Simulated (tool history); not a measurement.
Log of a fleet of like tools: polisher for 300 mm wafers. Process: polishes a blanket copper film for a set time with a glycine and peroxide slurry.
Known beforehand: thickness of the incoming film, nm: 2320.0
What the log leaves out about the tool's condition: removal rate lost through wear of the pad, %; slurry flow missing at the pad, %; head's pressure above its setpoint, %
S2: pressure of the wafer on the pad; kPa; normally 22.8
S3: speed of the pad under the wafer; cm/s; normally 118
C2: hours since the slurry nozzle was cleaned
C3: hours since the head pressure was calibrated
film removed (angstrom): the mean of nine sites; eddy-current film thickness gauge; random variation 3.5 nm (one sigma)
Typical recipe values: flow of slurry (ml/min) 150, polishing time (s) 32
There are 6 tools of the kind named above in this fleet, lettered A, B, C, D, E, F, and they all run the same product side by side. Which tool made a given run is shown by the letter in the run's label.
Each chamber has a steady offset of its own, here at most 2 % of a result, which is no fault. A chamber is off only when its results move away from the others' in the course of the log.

run 1D hour=4.1 | flow_of_slurry_(ml/min)=150 S2=22.8 S3=118 polishing_time_(s)=32 | wafers_polished_on_this_pad=274 C2=326 C3=814.7 | film_removed_(angstrom)=2441.8
run 2E hour=7.3 | flow_of_slurry_(ml/min)=150 S2=22.8 S3=118 polishing_time_(s)=32 | wafers_polished_on_this_pad=217 C2=156.1 C3=250.8 | film_removed_(angstrom)=2450
-- hour=10.4 chamber A: worn pad replaced by a new one
run 3C hour=14 | flow_of_slurry_(ml/min)=150 S2=22.8 S3=118 polishing_time_(s)=32 | wafers_polished_on_this_pad=351 C2=306.4 C3=1302.6 | film_removed_(angstrom)=2366.3
run 4F hour=18 | flow_of_slurry_(ml/min)=150 S2=22.8 S3=118 polishing_time_(s)=32 | wafers_polished_on_this_pad=340 C2=97.7 C3=231.7 | film_removed_(angstrom)=2495.3
run 5A hour=21.6 | flow_of_slurry_(ml/min)=150 S2=22.8 S3=118 polishing_time_(s)=32 | wafers_polished_on_this_pad=160 C2=559.9 C3=30 | film_removed_(angstrom)=2457.2
run 6B hour=28 | flow_of_slurry_(ml/min)=150 S2=22.8 S3=118 polishing_time_(s)=32 | wafers_polished_on_this_pad=1209 C2=123.7 C3=309.4 | film_removed_(angstrom)=2465.5
run 7B hour=33.5 | flow_of_slurry_(ml/min)=150 S2=22.8 S3=118 polishing_time_(s)=32 | wafers_polished_on_this_pad=1288 C2=129.2 C3=314.9 | film_removed_(angstrom)=2450
-- hour=36 chamber F: worn pad replaced by a new one
run 8C hour=40 | flow_of_slurry_(ml/min)=150 S2=22.8 S3=118 polishing_time_(s)=32 | wafers_polished_on_this_pad=722 C2=332.4 C3=1328.6 | film_removed_(angstrom)=2341.9
-- hour=42.8 chamber C: head pressure recalibrated
run 9A hour=47.3 | flow_of_slurry_(ml/min)=150 S2=22.8 S3=118 polishing_time_(s)=32 | wafers_polished_on_this_pad=527 C2=585.6 C3=55.7 | film_removed_(angstrom)=2480.5
run 10D hour=51.9 | flow_of_slurry_(ml/min)=150 S2=22.8 S3=118 polishing_time_(s)=32 | wafers_polished_on_this_pad=956 C2=373.8 C3=862.5 | film_removed_(angstrom)=2431.9
-- hour=54 chamber C: worn pad replaced by a new one
run 11F hour=55.7 | flow_of_slurry_(ml/min)=120 S2=22.8 S3=118 polishing_time_(s)=32 | wafers_polished_on_this_pad=281 C2=135.4 C3=269.4 | film_removed_(angstrom)=2354.2
run 12E hour=59.4 | flow_of_slurry_(ml/min)=120 S2=22.8 S3=118 polishing_time_(s)=32 | wafers_polished_on_this_pad=961 C2=208.2 C3=302.9 | film_removed_(angstrom)=2290.6
-- hour=60.5 chamber A: worn pad replaced by a new one
run 13A hour=62.5 | flow_of_slurry_(ml/min)=120 S2=22.8 S3=118 polishing_time_(s)=32 | wafers_polished_on_this_pad=29 C2=600.8 C3=70.9 | film_removed_(angstrom)=2372.5
run 14B hour=68.2 | flow_of_slurry_(ml/min)=120 S2=22.8 S3=118 polishing_time_(s)=32 | wafers_polished_on_this_pad=1783 C2=163.9 C3=349.6 | film_removed_(angstrom)=2395.8
-- hour=71.5 chamber E: worn pad replaced by a new one
run 15C hour=73.5 | flow_of_slurry_(ml/min)=120 S2=22.8 S3=118 polishing_time_(s)=32 | wafers_polished_on_this_pad=279 C2=365.9 C3=30.7 | film_removed_(angstrom)=2362.2
run 16E hour=77.5 | flow_of_slurry_(ml/min)=120 S2=22.8 S3=118 polishing_time_(s)=32 | wafers_polished_on_this_pad=86 C2=226.3 C3=321 | film_removed_(angstrom)=2293
-- hour=81.5 chamber F: worn pad replaced by a new one
-- hour=83.5 chamber D: worn pad replaced by a new one
run 17D hour=83.7 | flow_of_slurry_(ml/min)=190 S2=15.9 S3=118 polishing_time_(s)=32 | wafers_polished_on_this_pad=4 C2=405.6 C3=894.3 | film_removed_(angstrom)=1922.4
-- hour=90.3 chamber B: slurry nozzle cleaned
run 18F hour=90.9 | flow_of_slurry_(ml/min)=190 S2=15.9 S3=118 polishing_time_(s)=32 | wafers_polished_on_this_pad=134 C2=170.6 C3=304.6 | film_removed_(angstrom)=1914.6
run 19F hour=97.7 | flow_of_slurry_(ml/min)=190 S2=15.9 S3=118 polishing_time_(s)=32 | wafers_polished_on_this_pad=231 C2=177.4 C3=311.4 | film_removed_(angstrom)=1875.3
run 20B hour=102.6 | flow_of_slurry_(ml/min)=190 S2=15.9 S3=118 polishing_time_(s)=32 | wafers_polished_on_this_pad=2274 C2=12.4 C3=384 | film_removed_(angstrom)=1853.3
run 21A hour=105.7 | flow_of_slurry_(ml/min)=190 S2=15.9 S3=118 polishing_time_(s)=32 | wafers_polished_on_this_pad=646 C2=644 C3=114.1 | film_removed_(angstrom)=1893.6
run 22E hour=109.7 | flow_of_slurry_(ml/min)=190 S2=15.9 S3=118 polishing_time_(s)=32 | wafers_polished_on_this_pad=545 C2=258.5 C3=353.2 | film_removed_(angstrom)=1880.5
-- hour=112.4 chamber E: slurry nozzle cleaned
-- hour=115.8 chamber A: worn pad replaced by a new one
run 23C hour=115.8 | flow_of_slurry_(ml/min)=175 S2=22.8 S3=144 polishing_time_(s)=32 | wafers_polished_on_this_pad=882 C2=408.2 C3=73 | film_removed_(angstrom)=2844.9
-- hour=118.6 chamber C: worn pad replaced by a new one
run 24D hour=123 | flow_of_slurry_(ml/min)=175 S2=22.8 S3=144 polishing_time_(s)=32 | wafers_polished_on_this_pad=564 C2=444.9 C3=933.6 | film_removed_(angstrom)=3043.3
run 25E hour=127.9 | flow_of_slurry_(ml/min)=175 S2=22.8 S3=144 polishing_time_(s)=32 | wafers_polished_on_this_pad=805 C2=15.5 C3=371.4 | film_removed_(angstrom)=2998.4
-- hour=128.3 chamber F: worn pad replaced by a new one
run 26A hour=134.5 | flow_of_slurry_(ml/min)=175 S2=22.8 S3=144 polishing_time_(s)=32 | wafers_polished_on_this_pad=267 C2=672.8 C3=142.9 | film_removed_(angstrom)=2957.3
run 27F hour=141.5 | flow_of_slurry_(ml/min)=175 S2=22.8 S3=144 polishing_time_(s)=32 | wafers_polished_on_this_pad=188 C2=221.2 C3=355.2 | film_removed_(angstrom)=2993.7
-- hour=142.8 chamber E: worn pad replaced by a new one
run 28C hour=148 | flow_of_slurry_(ml/min)=175 S2=22.8 S3=144 polishing_time_(s)=32 | wafers_polished_on_this_pad=420 C2=440.4 C3=105.2 | film_removed_(angstrom)=3005.3
run 29B hour=152.9 | flow_of_slurry_(ml/min)=150 S2=22.8 S3=118 polishing_time_(s)=32 | wafers_polished_on_this_pad=2992 C2=62.7 C3=434.3 | film_removed_(angstrom)=2302.2
run 30D hour=158.7 | flow_of_slurry_(ml/min)=150 S2=26.9 S3=118 polishing_time_(s)=32 | wafers_polished_on_this_pad=1074 C2=480.6 C3=969.3 | film_removed_(angstrom)=2822.7
run 31C hour=163 | flow_of_slurry_(ml/min)=150 S2=26.9 S3=118 polishing_time_(s)=32 | wafers_polished_on_this_pad=634 C2=455.4 C3=120.2 | film_removed_(angstrom)=2804.4
-- hour=164.8 chamber A: worn pad replaced by a new one
run 32D hour=167 | flow_of_slurry_(ml/min)=150 S2=26.9 S3=118 polishing_time_(s)=32 | wafers_polished_on_this_pad=1192 C2=488.9 C3=977.6 | film_removed_(angstrom)=2804.4
-- hour=169.5 chamber F: worn pad replaced by a new one
run 33E hour=171.8 | flow_of_slurry_(ml/min)=150 S2=26.9 S3=118 polishing_time_(s)=32 | wafers_polished_on_this_pad=414 C2=59.4 C3=415.3 | film_removed_(angstrom)=2842.1
run 34B hour=178 | flow_of_slurry_(ml/min)=150 S2=26.9 S3=118 polishing_time_(s)=32 | wafers_polished_on_this_pad=3350 C2=87.8 C3=459.4 | film_removed_(angstrom)=2628.4
run 35A hour=182.3 | flow_of_slurry_(ml/min)=150 S2=26.9 S3=118 polishing_time_(s)=32 | wafers_polished_on_this_pad=250 C2=720.6 C3=190.7 | film_removed_(angstrom)=2867.5
run 36F hour=187.6 | flow_of_slurry_(ml/min)=150 S2=22.8 S3=118 polishing_time_(s)=32 | wafers_polished_on_this_pad=259 C2=267.3 C3=401.3 | film_removed_(angstrom)=2491.1
run 37E hour=191.2 | flow_of_slurry_(ml/min)=150 S2=22.8 S3=118 polishing_time_(s)=32 | wafers_polished_on_this_pad=691 C2=78.8 C3=434.7 | film_removed_(angstrom)=2393.7
run 38B hour=194.6 | flow_of_slurry_(ml/min)=150 S2=22.8 S3=118 polishing_time_(s)=32 | wafers_polished_on_this_pad=3587 C2=104.4 C3=476 | film_removed_(angstrom)=2290.7

Read the log: is a single chamber off, either drifting away or since a service, is the gauge that measures every chamber drifting, or is nothing wrong beyond small per-chamber offsets? Name any odd chamber and what most likely caused it.

One chamber, B, drifts off from the rest bit by bit.
Cause: removal rate lost through wear of the pad, % = 9.08.
The log might look much the same if the cause were instead: head's pressure below its setpoint, %.

Chamber B could run next with any of the 4 candidate recipes listed below; each alters the usual settings, and their results appear as question marks. Which one brings its results back in line with what the other chambers deliver on the usual settings?
Maximum distance from the other chambers' mean on the usual settings for a result to count as in line: film removed (angstrom) 120
run 39B-1 hour=199.8 | flow_of_slurry_(ml/min)=150 S2=24.1 S3=126 polishing_time_(s)=34 | film_removed_(angstrom)=?
run 39B-2 hour=199.8 | flow_of_slurry_(ml/min)=150 S2=24.1 S3=124 polishing_time_(s)=32 | film_removed_(angstrom)=?
run 39B-3 hour=199.8 | flow_of_slurry_(ml/min)=150 S2=20.7 S3=118 polishing_time_(s)=29 | film_removed_(angstrom)=?
run 39B-4 hour=199.8 | flow_of_slurry_(ml/min)=105 S2=22.8 S3=118 polishing_time_(s)=32 | film_removed_(angstrom)=?

What the other chambers average on the usual settings: film removed (angstrom) 2441.8
run=39B-1 film_removed_(angstrom)=2657.6
run=39B-2 film_removed_(angstrom)=2466.2
run=39B-3 film_removed_(angstrom)=1874.8
run=39B-4 film_removed_(angstrom)=2088.1
The answer is 39B-2, which returns the chamber to within the allowed miss of the others.
